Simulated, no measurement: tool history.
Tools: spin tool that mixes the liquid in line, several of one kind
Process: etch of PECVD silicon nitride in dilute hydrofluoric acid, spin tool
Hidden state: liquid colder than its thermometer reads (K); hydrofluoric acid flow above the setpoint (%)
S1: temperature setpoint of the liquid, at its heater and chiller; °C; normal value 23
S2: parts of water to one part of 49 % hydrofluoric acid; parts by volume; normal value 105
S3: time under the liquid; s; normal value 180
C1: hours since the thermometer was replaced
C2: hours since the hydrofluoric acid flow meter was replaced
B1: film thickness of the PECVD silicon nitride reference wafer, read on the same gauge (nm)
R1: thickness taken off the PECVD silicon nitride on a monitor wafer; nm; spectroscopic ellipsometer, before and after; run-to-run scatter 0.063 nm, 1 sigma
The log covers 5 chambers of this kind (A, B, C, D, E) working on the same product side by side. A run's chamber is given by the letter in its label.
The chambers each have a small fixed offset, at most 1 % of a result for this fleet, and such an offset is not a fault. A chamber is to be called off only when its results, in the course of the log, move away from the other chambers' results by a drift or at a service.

-- day=0.317 chamber C: thermometer replaced
run 1A day=0.333 | S1=23 S2=105 S3=180 | C1=322.3 C2=768.3 | B1=129.99 | R1=9.143
run 2C day=0.738 | S1=23 S2=105 S3=180 | C1=10.1 C2=502.6 | B1=130 | R1=9.1154
run 3D day=1.229 | S1=23 S2=105 S3=180 | C1=496 C2=1075.6 | B1=130.02 | R1=9.0293
run 4B day=1.783 | S1=23 S2=105 S3=180 | C1=719.3 C2=454.8 | B1=130.01 | R1=8.9721
run 5E day=2.258 | S1=23 S2=125 S3=255 | C1=695.5 C2=406.7 | B1=129.98 | R1=10.614
-- day=2.558 chamber E: thermometer replaced
run 6C day=2.583 | S1=23 S2=125 S3=255 | C1=54.4 C2=546.9 | B1=129.99 | R1=10.824
-- day=2.658 chamber B: thermometer replaced
run 7D day=2.908 | S1=23 S2=125 S3=255 | C1=536.3 C2=1115.9 | B1=130.01 | R1=10.702
run 8B day=3.396 | S1=23 S2=125 S3=255 | C1=17.7 C2=493.5 | B1=130.03 | R1=10.869
run 9E day=3.696 | S1=23 S2=125 S3=255 | C1=27.3 C2=441.2 | B1=130.01 | R1=10.814
run 10A day=4.104 | S1=23 S2=105 S3=180 | C1=412.8 C2=858.8 | B1=130 | R1=9.0595
run 11A day=4.721 | S1=23 S2=105 S3=180 | C1=427.6 C2=873.6 | B1=130.03 | R1=9.1926
run 12E day=5.346 | S1=23 S2=70 S3=240 | C1=66.9 C2=480.8 | B1=130.01 | R1=18.132
-- day=5.488 chamber D: hydrofluoric acid flow meter replaced
run 13B day=5.8 | S1=23 S2=70 S3=240 | C1=75.4 C2=551.2 | B1=130.01 | R1=18.117
run 14C day=6.121 | S1=23 S2=70 S3=240 | C1=139.3 C2=631.8 | B1=129.98 | R1=18.139
run 15D day=6.5 | S1=23 S2=70 S3=240 | C1=622.5 C2=24.4 | B1=129.99 | R1=17.989
run 16B day=7.067 | S1=23 S2=70 S3=240 | C1=105.8 C2=581.6 | B1=130.01 | R1=18.105
run 17C day=7.658 | S1=23 S2=125 S3=140 | C1=176.2 C2=668.7 | B1=129.99 | R1=5.967
run 18D day=8.104 | S1=23 S2=125 S3=140 | C1=661 C2=62.9 | B1=129.98 | R1=5.9685
run 19A day=8.617 | S1=23 S2=125 S3=140 | C1=521.1 C2=967.1 | B1=130 | R1=5.9973
run 20E day=8.992 | S1=23 S2=125 S3=140 | C1=154.4 C2=568.3 | B1=129.99 | R1=5.9268
run 21B day=9.608 | S1=23 S2=125 S3=140 | C1=166.8 C2=642.6 | B1=130.01 | R1=5.9504
run 22E day=9.958 | S1=23 S2=105 S3=240 | C1=177.6 C2=591.5 | B1=129.99 | R1=12.106
run 23D day=10.317 | S1=23 S2=105 S3=240 | C1=714.1 C2=116 | B1=130 | R1=12.052
run 24A day=10.629 | S1=23 S2=105 S3=240 | C1=569.4 C2=1015.4 | B1=130 | R1=12.366
run 25C day=10.912 | S1=23 S2=105 S3=240 | C1=254.3 C2=746.8 | B1=130.01 | R1=12.15
run 26E day=11.271 | S1=23 S2=105 S3=240 | C1=209.1 C2=623 | B1=130 | R1=12.047
run 27C day=11.638 | S1=23 S2=105 S3=180 | C1=271.7 C2=764.2 | B1=129.97 | R1=9.2079
run 28B day=12.104 | S1=23 S2=105 S3=180 | C1=226.7 C2=702.5 | B1=130.01 | R1=8.9719
run 29D day=12.662 | S1=23 S2=55 S3=75 | C1=770.4 C2=172.3 | B1=130.03 | R1=7.0934
run 30A day=13.071 | S1=23 S2=55 S3=75 | C1=628 C2=1074 | B1=129.99 | R1=7.2159
run 31E day=13.625 | S1=23 S2=55 S3=75 | C1=265.6 C2=679.5 | B1=130 | R1=7.1579
run 32C day=14.071 | S1=23 S2=55 S3=75 | C1=330.1 C2=822.6 | B1=130 | R1=7.3071
run 33B day=14.65 | S1=23 S2=55 S3=75 | C1=287.8 C2=763.6 | B1=130.04 | R1=7.1259
run 34A day=15.171 | S1=20 S2=70 S3=180 | C1=678.4 C2=1124.4 | B1=129.98 | R1=11.32
run 35D day=15.517 | S1=20 S2=70 S3=180 | C1=838.9 C2=240.8 | B1=130.02 | R1=10.597
run 36C day=16.017 | S1=20 S2=70 S3=180 | C1=376.8 C2=869.3 | B1=130.02 | R1=11.167
run 37A day=16.488 | S1=20 S2=70 S3=180 | C1=710 C2=1156 | B1=130 | R1=11.336
run 38D day=17 | S1=20 S2=70 S3=180 | C1=874.5 C2=276.4 | B1=130.02 | R1=10.611
run 39B day=17.525 | S1=23 S2=105 S3=180 | C1=356.8 C2=832.6 | B1=130.03 | R1=9.14

One chamber off, gauge drift, or nothing amiss beyond the chambers' own small offsets? If it is a chamber, which one, and what is the likeliest cause?

One chamber, D, drifts off from the rest bit by bit.
Cause: liquid colder than its thermometer reads (K) = 0.611.
Not necessarily distinguishable in this log from: hydrofluoric acid flow below the setpoint (%).

Chamber D could run next with any of the 4 candidate recipes listed below; each alters the usual settings, and their results appear as question marks. Which one brings its results back in line with what the other chambers deliver on the usual settings?
To be in line, a result may differ from the other chambers' mean on the usual settings by at most: R1 0.22 nm
run 40D-1 day=17.979 | S1=23 S2=110 S3=180 | R1=?
run 40D-2 day=17.979 | S1=23 S2=105 S3=195 | R1=?
run 40D-3 day=17.979 | S1=22.5 S2=105 S3=170 | R1=?
run 40D-4 day=17.979 | S1=23 S2=100 S3=180 | R1=?

Other chambers, usual settings, mean: R1 9.0762 nm
run=40D-1 R1=8.2869
run=40D-2 R1=9.4025
run=40D-3 R1=7.9279
run=40D-4 R1=9.1108
Change 40D-4 lands the chamber within the allowed miss of the other chambers.
